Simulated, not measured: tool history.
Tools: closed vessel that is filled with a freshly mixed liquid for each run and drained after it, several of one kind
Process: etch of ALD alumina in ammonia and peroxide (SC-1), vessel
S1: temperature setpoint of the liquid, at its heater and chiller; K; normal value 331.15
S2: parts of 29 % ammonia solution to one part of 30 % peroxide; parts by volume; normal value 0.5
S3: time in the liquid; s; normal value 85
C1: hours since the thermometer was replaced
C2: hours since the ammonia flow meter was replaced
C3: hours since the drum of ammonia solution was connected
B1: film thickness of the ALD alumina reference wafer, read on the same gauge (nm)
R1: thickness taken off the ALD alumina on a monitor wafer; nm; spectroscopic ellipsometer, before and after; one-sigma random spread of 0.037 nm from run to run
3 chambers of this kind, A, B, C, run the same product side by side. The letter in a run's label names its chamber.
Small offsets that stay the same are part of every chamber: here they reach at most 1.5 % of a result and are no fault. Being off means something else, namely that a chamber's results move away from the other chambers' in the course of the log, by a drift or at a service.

run 1C hour=7.9 | S1=331.15 S2=0.5 S3=85 | C1=439.9 C2=685.8 C3=81.1 | B1=49.993 | R1=5.5977
run 2B hour=12.3 | S1=331.15 S2=0.5 S3=85 | C1=772 C2=1390.1 C3=449.8 | B1=50.025 | R1=5.7063
run 3A hour=18.1 | S1=331.15 S2=0.5 S3=85 | C1=71.3 C2=362.6 C3=179.9 | B1=50.004 | R1=5.7061
run 4A hour=26.2 | S1=331.15 S2=0.5 S3=85 | C1=79.4 C2=370.7 C3=188 | B1=50.002 | R1=5.662
run 5C hour=30.7 | S1=331.15 S2=0.5 S3=85 | C1=462.7 C2=708.6 C3=103.9 | B1=49.982 | R1=5.6426
run 6B hour=38.2 | S1=331.15 S2=0.5 S3=85 | C1=797.9 C2=1416 C3=475.7 | B1=50.035 | R1=5.7787
run 7C hour=43.8 | S1=331.15 S2=0.5 S3=85 | C1=475.8 C2=721.7 C3=117 | B1=49.977 | R1=5.6358
run 8A hour=47.7 | S1=331.15 S2=0.5 S3=85 | C1=100.9 C2=392.2 C3=209.5 | B1=49.991 | R1=5.7233
run 9B hour=55.1 | S1=331.15 S2=0.5 S3=85 | C1=814.8 C2=1432.9 C3=492.6 | B1=50.014 | R1=5.6963
run 10C hour=63 | S1=331.15 S2=0.5 S3=85 | C1=495 C2=740.9 C3=136.2 | B1=49.977 | R1=5.643
run 11B hour=66.5 | S1=331.15 S2=0.5 S3=85 | C1=826.2 C2=1444.3 C3=504 | B1=49.982 | R1=5.7468
run 12A hour=70.2 | S1=331.15 S2=0.7 S3=85 | C1=123.4 C2=414.7 C3=232 | B1=50.007 | R1=5.9028
run 13B hour=75.7 | S1=331.15 S2=0.7 S3=85 | C1=835.4 C2=1453.5 C3=513.2 | B1=50.024 | R1=5.8322
run 14C hour=79.5 | S1=331.15 S2=0.7 S3=85 | C1=511.5 C2=757.4 C3=152.7 | B1=50.005 | R1=5.8586
run 15A hour=86.3 | S1=331.15 S2=0.5 S3=100 | C1=139.5 C2=430.8 C3=248.1 | B1=50 | R1=6.71
run 16B hour=93 | S1=331.15 S2=0.5 S3=100 | C1=852.7 C2=1470.8 C3=530.5 | B1=49.985 | R1=6.6216
run 17A hour=97.1 | S1=331.15 S2=0.5 S3=100 | C1=150.3 C2=441.6 C3=258.9 | B1=50.066 | R1=6.7228
run 18C hour=103.4 | S1=331.15 S2=0.5 S3=85 | C1=535.4 C2=781.3 C3=176.6 | B1=50.002 | R1=5.6164
-- hour=103.9 chamber B: ammonia flow meter replaced
run 19C hour=107.5 | S1=331.15 S2=0.5 S3=85 | C1=539.5 C2=785.4 C3=180.7 | B1=50.004 | R1=5.6545
run 20A hour=115.2 | S1=331.15 S2=0.5 S3=85 | C1=168.4 C2=459.7 C3=277 | B1=49.974 | R1=5.7236
run 21B hour=120.1 | S1=331.15 S2=0.5 S3=85 | C1=879.8 C2=16.2 C3=557.6 | B1=49.948 | R1=5.568
run 22B hour=126.6 | S1=331.15 S2=0.5 S3=85 | C1=886.3 C2=22.7 C3=564.1 | B1=50.018 | R1=5.4979
run 23C hour=134.6 | S1=331.15 S2=0.5 S3=85 | C1=566.6 C2=812.5 C3=207.8 | B1=49.985 | R1=5.6285
run 24A hour=139.2 | S1=331.15 S2=0.5 S3=85 | C1=192.4 C2=483.7 C3=301 | B1=50.022 | R1=5.6975
run 25B hour=147.2 | S1=331.15 S2=0.5 S3=85 | C1=906.9 C2=43.3 C3=584.7 | B1=50.009 | R1=5.4713
run 26C hour=155.4 | S1=334.65 S2=0.5 S3=85 | C1=587.4 C2=833.3 C3=228.6 | B1=50.024 | R1=6.732
run 27A hour=161.2 | S1=334.65 S2=0.5 S3=85 | C1=214.4 C2=505.7 C3=323 | B1=49.986 | R1=6.881
run 28C hour=168.7 | S1=334.65 S2=0.5 S3=85 | C1=600.7 C2=846.6 C3=241.9 | B1=50.023 | R1=6.645

Does one chamber stand apart from the rest, does the shared gauge drift, or is all well apart from small per-chamber offsets? Give the chamber and the most likely cause, where there is one.

Little by little, chamber B moves away from the other chambers.
Most likely cause: liquid colder than its thermometer reads (K) = 1.29.

Below are 4 candidate recipes for chamber B's next run, each the usual settings with a change, their results shown as question marks. Which of them brings B's results back in line with what the other chambers give on the usual settings?
In-line tolerance around the mean of the other chambers on the usual settings: R1 0.13 nm
run 29B-1 hour=174.6 | S1=333.15 S2=0.5 S3=85 | R1=?
run 29B-2 hour=174.6 | S1=332.15 S2=0.5 S3=85 | R1=?
run 29B-3 hour=174.6 | S1=331.15 S2=0.5 S3=80 | R1=?
run 29B-4 hour=174.6 | S1=331.15 S2=0.2 S3=85 | R1=?

The mean the other chambers reach with the usual settings: R1 5.6645 nm
run=29B-1 R1=5.9376
run=29B-2 R1=5.6368
run=29B-3 R1=5.0373
run=29B-4 R1=4.8964
It is 29B-2 that realigns the chamber with its peers.
